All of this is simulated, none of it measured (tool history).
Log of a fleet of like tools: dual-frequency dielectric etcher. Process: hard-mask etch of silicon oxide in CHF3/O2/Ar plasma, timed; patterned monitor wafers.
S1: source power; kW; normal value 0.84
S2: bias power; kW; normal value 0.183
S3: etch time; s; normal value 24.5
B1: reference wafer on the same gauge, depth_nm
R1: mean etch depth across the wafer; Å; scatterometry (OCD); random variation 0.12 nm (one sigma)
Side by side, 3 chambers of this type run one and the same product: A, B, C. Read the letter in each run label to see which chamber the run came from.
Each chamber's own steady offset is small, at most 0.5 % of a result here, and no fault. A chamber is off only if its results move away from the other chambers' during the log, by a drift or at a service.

{"run": "1B", "hour": 4.2, "S1": 0.84, "S2": 0.183, "S3": 24.5, "B1": 58.394, "R1": 555.97}
{"run": "2A", "hour": 6.4, "S1": 0.84, "S2": 0.183, "S3": 24.5, "B1": 58.38, "R1": 554.01}
{"run": "3C", "hour": 10.5, "S1": 0.84, "S2": 0.183, "S3": 24.5, "B1": 58.371, "R1": 557.56}
{"run": "4B", "hour": 12.7, "S1": 0.84, "S2": 0.183, "S3": 24.5, "B1": 58.426, "R1": 554.48}
{"hour": 13.7, "done": "chamber C: wet clean of the chamber"}
{"run": "5C", "hour": 16.2, "S1": 0.84, "S2": 0.183, "S3": 24.5, "B1": 58.383, "R1": 557.67}
{"run": "6A", "hour": 18.7, "S1": 0.84, "S2": 0.183, "S3": 24.5, "B1": 58.397, "R1": 554.81}
{"run": "7A", "hour": 22.9, "S1": 0.84, "S2": 0.183, "S3": 24.5, "B1": 58.402, "R1": 555.12}
{"run": "8C", "hour": 26.4, "S1": 0.84, "S2": 0.183, "S3": 24.5, "B1": 58.397, "R1": 557.34}
{"run": "9B", "hour": 28.4, "S1": 0.84, "S2": 0.183, "S3": 24.5, "B1": 58.364, "R1": 554.2}
{"run": "10B", "hour": 31.6, "S1": 0.84, "S2": 0.183, "S3": 24.5, "B1": 58.393, "R1": 553.06}
{"run": "11C", "hour": 35.7, "S1": 0.84, "S2": 0.183, "S3": 24.5, "B1": 58.394, "R1": 554.33}
{"run": "12A", "hour": 39.7, "S1": 0.84, "S2": 0.183, "S3": 24.5, "B1": 58.414, "R1": 552.98}
{"run": "13A", "hour": 44.3, "S1": 0.98, "S2": 0.14, "S3": 24.5, "B1": 58.401, "R1": 538.5}
{"run": "14C", "hour": 47.4, "S1": 0.98, "S2": 0.14, "S3": 24.5, "B1": 58.401, "R1": 544.14}
{"run": "15B", "hour": 50.7, "S1": 0.98, "S2": 0.14, "S3": 24.5, "B1": 58.364, "R1": 542.43}
{"run": "16A", "hour": 53.0, "S1": 0.84, "S2": 0.183, "S3": 24.5, "B1": 58.379, "R1": 550.73}
{"run": "17B", "hour": 57.1, "S1": 0.84, "S2": 0.141, "S3": 28, "B1": 58.402, "R1": 583.18}
{"hour": 59.9, "done": "chamber C: source power generator calibrated"}
{"run": "18C", "hour": 60.6, "S1": 0.84, "S2": 0.141, "S3": 28, "B1": 58.41, "R1": 582.35}
{"run": "19C", "hour": 63.4, "S1": 0.84, "S2": 0.141, "S3": 28, "B1": 58.405, "R1": 584.87}
{"run": "20A", "hour": 66.6, "S1": 0.84, "S2": 0.183, "S3": 24.5, "B1": 58.429, "R1": 547.52}
{"run": "21B", "hour": 69.9, "S1": 0.84, "S2": 0.183, "S3": 24.5, "B1": 58.417, "R1": 553.28}
{"run": "22B", "hour": 72.2, "S1": 0.84, "S2": 0.183, "S3": 24.5, "B1": 58.395, "R1": 554.76}
{"run": "23A", "hour": 76.7, "S1": 0.84, "S2": 0.183, "S3": 24.5, "B1": 58.401, "R1": 542.61}
{"run": "24C", "hour": 80.2, "S1": 0.84, "S2": 0.202, "S3": 24.5, "B1": 58.436, "R1": 574.13}
{"run": "25B", "hour": 84.4, "S1": 0.84, "S2": 0.202, "S3": 24.5, "B1": 58.414, "R1": 571.63}

Predict what each chamber gives when all 3 of them run the settings below next.
{"run": "26A", "hour": 87.7, "S1": 0.84, "S2": 0.183, "S3": 24.5, "R1": "?"}
{"run": "26B", "hour": 87.7, "S1": 0.84, "S2": 0.183, "S3": 24.5, "R1": "?"}
{"run": "26C", "hour": 87.7, "S1": 0.84, "S2": 0.183, "S3": 24.5, "R1": "?"}

run=26A R1=541.73
run=26B R1=552.87
run=26C R1=558.37

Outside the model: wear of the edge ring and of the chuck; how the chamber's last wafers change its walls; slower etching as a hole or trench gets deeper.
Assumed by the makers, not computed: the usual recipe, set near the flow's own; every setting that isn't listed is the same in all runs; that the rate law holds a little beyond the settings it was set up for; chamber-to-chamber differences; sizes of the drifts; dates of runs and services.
